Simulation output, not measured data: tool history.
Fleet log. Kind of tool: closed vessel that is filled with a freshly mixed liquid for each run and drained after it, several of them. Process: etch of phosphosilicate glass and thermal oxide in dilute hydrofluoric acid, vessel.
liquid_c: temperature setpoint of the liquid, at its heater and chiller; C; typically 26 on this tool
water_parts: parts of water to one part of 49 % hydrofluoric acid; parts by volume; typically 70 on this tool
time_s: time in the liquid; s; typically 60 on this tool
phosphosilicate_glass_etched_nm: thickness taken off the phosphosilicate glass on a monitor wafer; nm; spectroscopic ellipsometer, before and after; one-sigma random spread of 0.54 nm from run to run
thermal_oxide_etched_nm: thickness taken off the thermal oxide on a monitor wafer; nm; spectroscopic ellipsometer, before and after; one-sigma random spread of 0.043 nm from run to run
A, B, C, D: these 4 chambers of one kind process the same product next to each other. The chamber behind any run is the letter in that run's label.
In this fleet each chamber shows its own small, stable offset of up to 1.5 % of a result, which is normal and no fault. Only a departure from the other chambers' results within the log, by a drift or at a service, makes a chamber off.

run	hour	liquid_c	water_parts	time_s	hours since the thermometer was replaced	hours since the hydrofluoric acid flow meter was replaced	read-back film thickness of the phosphosilicate glass reference wafer, read on the same gauge (nm)	read-back film thickness of the thermal oxide reference wafer, read on the same gauge (nm)	phosphosilicate_glass_etched_nm	thermal_oxide_etched_nm
1B	10	26	70	60	547	482.2	110.01	120.01	58.374	4.5776
2A	17.1	26	70	60	1403.2	942.6	110	119.99	57.838	4.5464
3C	23.2	26	70	60	61.9	161.1	110	120.01	58.584	4.5072
4D	31.5	26	70	60	284.9	837.9	109.97	119.98	58.134	4.6328
5A	42.2	26	70	60	1428.3	967.7	110	119.99	58.521	4.5778
6C	50.3	26	70	60	89	188.2	110.01	119.99	57.929	4.5002
7B	57.9	26	70	60	594.9	530.1	109.99	120.03	59.367	4.5943
8D	68.1	26	90	60	321.5	874.5	109.98	119.99	43.895	3.435
9D	75	26	90	60	328.4	881.4	109.98	119.97	44.153	3.4465
10B	85.1	26	90	60	622.1	557.3	110.02	120.05	44.211	3.474
11A	90.3	26	90	60	1476.4	1015.8	109.99	120.01	44.131	3.4979
12C	98.8	26	70	60	137.5	236.7	110.01	119.99	57.852	4.5388
13C	106.2	26	70	60	144.9	244.1	109.99	120.04	58.907	4.5639
14B	114.9	26	70	60	651.9	587.1	110.02	119.98	57	4.4998
15D	120	26	70	60	373.4	926.4	109.97	120.01	58.401	4.5306
16A	130.1	26	70	60	1516.2	1055.6	109.98	120	58.648	4.6588
17C	137.1	26	70	60	175.8	275	110	120.02	59.278	4.4623
18B	144.5	26	70	60	681.5	616.7	109.99	120.04	57.074	4.4968
19A	151.9	26	70	60	1538	1077.4	110.03	120	57.927	4.5696
20D	161.1	28.5	70	90	414.5	967.5	110	119.99	97.771	7.5651
21D	168.6	28.5	70	90	422	975	109.99	119.97	96.929	7.6479
22A	175.9	28.5	70	90	1562	1101.4	110.03	120.04	96.554	7.5939
23B	183.6	28.5	70	90	720.6	655.8	110	120.02	92.718	7.3824
# hour 186.8: chamber B: hydrofluoric acid flow meter replaced
24C	189.4	26	70	60	228.1	327.3	109.99	119.97	57.855	4.4533
25C	200	26	70	60	238.7	337.9	110.01	119.98	58.115	4.5023
26D	209.1	26	60	80	462.5	1015.5	109.98	119.97	92.691	7.2508
27A	215.7	26	60	80	1601.8	1141.2	109.98	120.03	91.708	7.1608
28B	221.5	26	60	80	758.5	34.8	109.99	119.98	87.816	6.7297
29C	228.4	26	60	80	267.1	366.3	109.99	120	90.853	7.0132
30A	235.6	26	70	60	1621.7	1161.1	109.98	120.02	58.625	4.6609
31B	245.9	26	70	60	782.9	59.2	109.98	120	55.091	4.2745
32D	253.1	26	70	60	506.5	1059.5	109.99	120.04	58.442	4.5446
33B	260.9	26	70	60	797.9	74.2	110	119.99	55.402	4.2256
34C	271.3	26	70	60	310	409.2	109.98	120.03	58.263	4.5173
35D	280.1	26	70	60	533.5	1086.5	110.02	119.97	58.203	4.67
36A	290.6	26	70	60	1676.7	1216.1	110.05	119.98	58.997	4.6873
37C	296.7	26	70	60	335.4	434.6	109.99	119.99	57.038	4.5536
38D	305.5	26	70	60	558.9	1111.9	110	120.01	58.799	4.562
39B	314.2	26	70	60	851.2	127.5	109.98	120.01	54.145	4.3087

Does one chamber stand apart from the rest, does the shared gauge drift, or is all well apart from small per-chamber offsets? Give the chamber and the most likely cause, where there is one.

One chamber, B, drifts off from the rest bit by bit.
Likeliest cause: liquid colder than its thermometer reads (K) = 2.19.

Chamber B could run next with any of the 4 candidate recipes listed below; each alters the usual settings, and their results appear as question marks. Which one brings its results back in line with what the other chambers deliver on the usual settings?
A result is in line if it is within this distance of the other chambers' mean on the usual settings: phosphosilicate_glass_etched_nm 1.9 nm; thermal_oxide_etched_nm 0.15 nm
40B-1	322.2	26	70	55					?	?
40B-2	322.2	26	70	65					?	?
40B-3	322.2	26.5	65	65					?	?
40B-4	322.2	25.5	75	55					?	?

Mean of the other chambers on the usual settings: phosphosilicate_glass_etched_nm 58.161 nm; thermal_oxide_etched_nm 4.5609 nm
run	phosphosilicate_glass_etched_nm	thermal_oxide_etched_nm
40B-1	49.033	3.8613
40B-2	57.948	4.5634
40B-3	64.087	5.0469
40B-4	44.549	3.5083
40B-2 puts the chamber back in line with the other chambers.
